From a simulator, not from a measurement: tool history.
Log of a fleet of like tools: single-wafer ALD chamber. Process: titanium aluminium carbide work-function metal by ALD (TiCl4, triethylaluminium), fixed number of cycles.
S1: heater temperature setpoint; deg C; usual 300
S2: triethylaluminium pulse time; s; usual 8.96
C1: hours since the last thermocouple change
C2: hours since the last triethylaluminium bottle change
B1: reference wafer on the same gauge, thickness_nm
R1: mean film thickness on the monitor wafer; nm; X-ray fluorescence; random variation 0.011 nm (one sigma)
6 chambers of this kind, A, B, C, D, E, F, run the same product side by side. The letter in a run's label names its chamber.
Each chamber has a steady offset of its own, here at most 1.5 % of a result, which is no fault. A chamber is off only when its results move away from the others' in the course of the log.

{"hour": 0.8, "done": "chamber F: triethylaluminium bottle replaced"}
{"run": "1C", "hour": 3.3, "S1": 300, "S2": 8.96, "C1": 244.6, "C2": 518.1, "B1": 2.007, "R1": 1.9457}
{"run": "2B", "hour": 7.5, "S1": 300, "S2": 8.96, "C1": 58.2, "C2": 401.3, "B1": 2.0079, "R1": 1.9737}
{"run": "3A", "hour": 11.8, "S1": 300, "S2": 8.96, "C1": 339.8, "C2": 1136.5, "B1": 2.0097, "R1": 1.9743}
{"run": "4F", "hour": 16.0, "S1": 300, "S2": 8.96, "C1": 583.5, "C2": 15.2, "B1": 2.0114, "R1": 1.9738}
{"run": "5D", "hour": 19.0, "S1": 300, "S2": 8.96, "C1": 979.2, "C2": 1639.3, "B1": 2.0081, "R1": 1.9788}
{"run": "6E", "hour": 22.7, "S1": 300, "S2": 8.96, "C1": 787.0, "C2": 55.5, "B1": 2.0089, "R1": 1.9776}
{"run": "7D", "hour": 25.3, "S1": 290, "S2": 8.96, "C1": 985.5, "C2": 1645.6, "B1": 2.0097, "R1": 1.8838}
{"run": "8C", "hour": 27.6, "S1": 290, "S2": 8.96, "C1": 268.9, "C2": 542.4, "B1": 2.0114, "R1": 1.8717}
{"run": "9E", "hour": 31.7, "S1": 290, "S2": 8.96, "C1": 796.0, "C2": 64.5, "B1": 2.0108, "R1": 1.8882}
{"run": "10F", "hour": 33.8, "S1": 290, "S2": 8.96, "C1": 601.3, "C2": 33.0, "B1": 2.0088, "R1": 1.8542}
{"run": "11B", "hour": 36.7, "S1": 290, "S2": 8.96, "C1": 87.4, "C2": 430.5, "B1": 2.0083, "R1": 1.8906}
{"hour": 38.6, "done": "chamber D: triethylaluminium bottle replaced"}
{"run": "12A", "hour": 40.6, "S1": 290, "S2": 8.96, "C1": 368.6, "C2": 1165.3, "B1": 2.0101, "R1": 1.875}
{"run": "13C", "hour": 43.4, "S1": 300, "S2": 8.96, "C1": 284.7, "C2": 558.2, "B1": 2.0103, "R1": 1.9454}
{"run": "14D", "hour": 45.7, "S1": 300, "S2": 8.96, "C1": 1005.9, "C2": 7.2, "B1": 2.0103, "R1": 1.9965}
{"run": "15A", "hour": 49.3, "S1": 300, "S2": 8.96, "C1": 377.3, "C2": 1174.0, "B1": 2.0121, "R1": 1.945}
{"run": "16F", "hour": 53.9, "S1": 300, "S2": 8.96, "C1": 621.4, "C2": 53.1, "B1": 2.0103, "R1": 1.9415}
{"run": "17B", "hour": 56.4, "S1": 300, "S2": 8.96, "C1": 107.1, "C2": 450.2, "B1": 2.0087, "R1": 1.9663}
{"run": "18E", "hour": 59.8, "S1": 292, "S2": 8.96, "C1": 824.1, "C2": 92.6, "B1": 2.0124, "R1": 1.9155}
{"run": "19B", "hour": 62.5, "S1": 292, "S2": 8.96, "C1": 113.2, "C2": 456.3, "B1": 2.0096, "R1": 1.8976}
{"run": "20C", "hour": 66.6, "S1": 292, "S2": 8.96, "C1": 307.9, "C2": 581.4, "B1": 2.0096, "R1": 1.8839}
{"run": "21D", "hour": 71.3, "S1": 292, "S2": 8.96, "C1": 1031.5, "C2": 32.8, "B1": 2.0119, "R1": 1.9314}
{"run": "22A", "hour": 75.1, "S1": 292, "S2": 8.96, "C1": 403.1, "C2": 1199.8, "B1": 2.0103, "R1": 1.8874}
{"run": "23F", "hour": 78.2, "S1": 292, "S2": 8.96, "C1": 645.7, "C2": 77.4, "B1": 2.0096, "R1": 1.8846}
{"run": "24E", "hour": 82.9, "S1": 300, "S2": 8.96, "C1": 847.2, "C2": 115.7, "B1": 2.0092, "R1": 1.9638}
{"run": "25B", "hour": 86.1, "S1": 300, "S2": 8.96, "C1": 136.8, "C2": 479.9, "B1": 2.0099, "R1": 1.9521}
{"run": "26A", "hour": 89.5, "S1": 300, "S2": 8.96, "C1": 417.5, "C2": 1214.2, "B1": 2.01, "R1": 1.9582}
{"run": "27D", "hour": 91.6, "S1": 300, "S2": 8.96, "C1": 1051.8, "C2": 53.1, "B1": 2.0076, "R1": 1.9883}
{"run": "28C", "hour": 94.8, "S1": 300, "S2": 8.96, "C1": 336.1, "C2": 609.6, "B1": 2.0093, "R1": 1.9432}
{"run": "29E", "hour": 98.3, "S1": 300, "S2": 8.96, "C1": 862.6, "C2": 131.1, "B1": 2.0104, "R1": 1.9622}
{"run": "30F", "hour": 101.2, "S1": 300, "S2": 8.96, "C1": 668.7, "C2": 100.4, "B1": 2.0122, "R1": 1.9509}
{"run": "31F", "hour": 104.3, "S1": 300, "S2": 8.96, "C1": 671.8, "C2": 103.5, "B1": 2.0075, "R1": 1.9485}
{"run": "32A", "hour": 107.2, "S1": 300, "S2": 8.96, "C1": 435.2, "C2": 1231.9, "B1": 2.0124, "R1": 1.9566}
{"run": "33D", "hour": 109.5, "S1": 300, "S2": 8.96, "C1": 1069.7, "C2": 71.0, "B1": 2.0119, "R1": 1.9967}
{"run": "34E", "hour": 113.7, "S1": 290, "S2": 11.72, "C1": 878.0, "C2": 146.5, "B1": 2.0111, "R1": 1.944}
{"run": "35C", "hour": 116.3, "S1": 290, "S2": 11.72, "C1": 357.6, "C2": 631.1, "B1": 2.0108, "R1": 1.9292}
{"run": "36B", "hour": 120.9, "S1": 290, "S2": 11.72, "C1": 171.6, "C2": 514.7, "B1": 2.0122, "R1": 1.9305}
{"run": "37B", "hour": 125.1, "S1": 290, "S2": 11.72, "C1": 175.8, "C2": 518.9, "B1": 2.0121, "R1": 1.912}
{"run": "38D", "hour": 127.3, "S1": 290, "S2": 11.72, "C1": 1087.5, "C2": 88.8, "B1": 2.011, "R1": 1.9789}

Next, every chamber runs the same settings. What will each give?
{"run": "39A", "hour": 130.7, "S1": 300, "S2": 11.65, "R1": "?"}
{"run": "39B", "hour": 130.7, "S1": 300, "S2": 11.65, "R1": "?"}
{"run": "39C", "hour": 130.7, "S1": 300, "S2": 11.65, "R1": "?"}
{"run": "39D", "hour": 130.7, "S1": 300, "S2": 11.65, "R1": "?"}
{"run": "39E", "hour": 130.7, "S1": 300, "S2": 11.65, "R1": "?"}
{"run": "39F", "hour": 130.7, "S1": 300, "S2": 11.65, "R1": "?"}

run=39A R1=2.0259
run=39B R1=2.0202
run=39C R1=1.9984
run=39D R1=2.0394
run=39E R1=2.0268
run=39F R1=1.9883
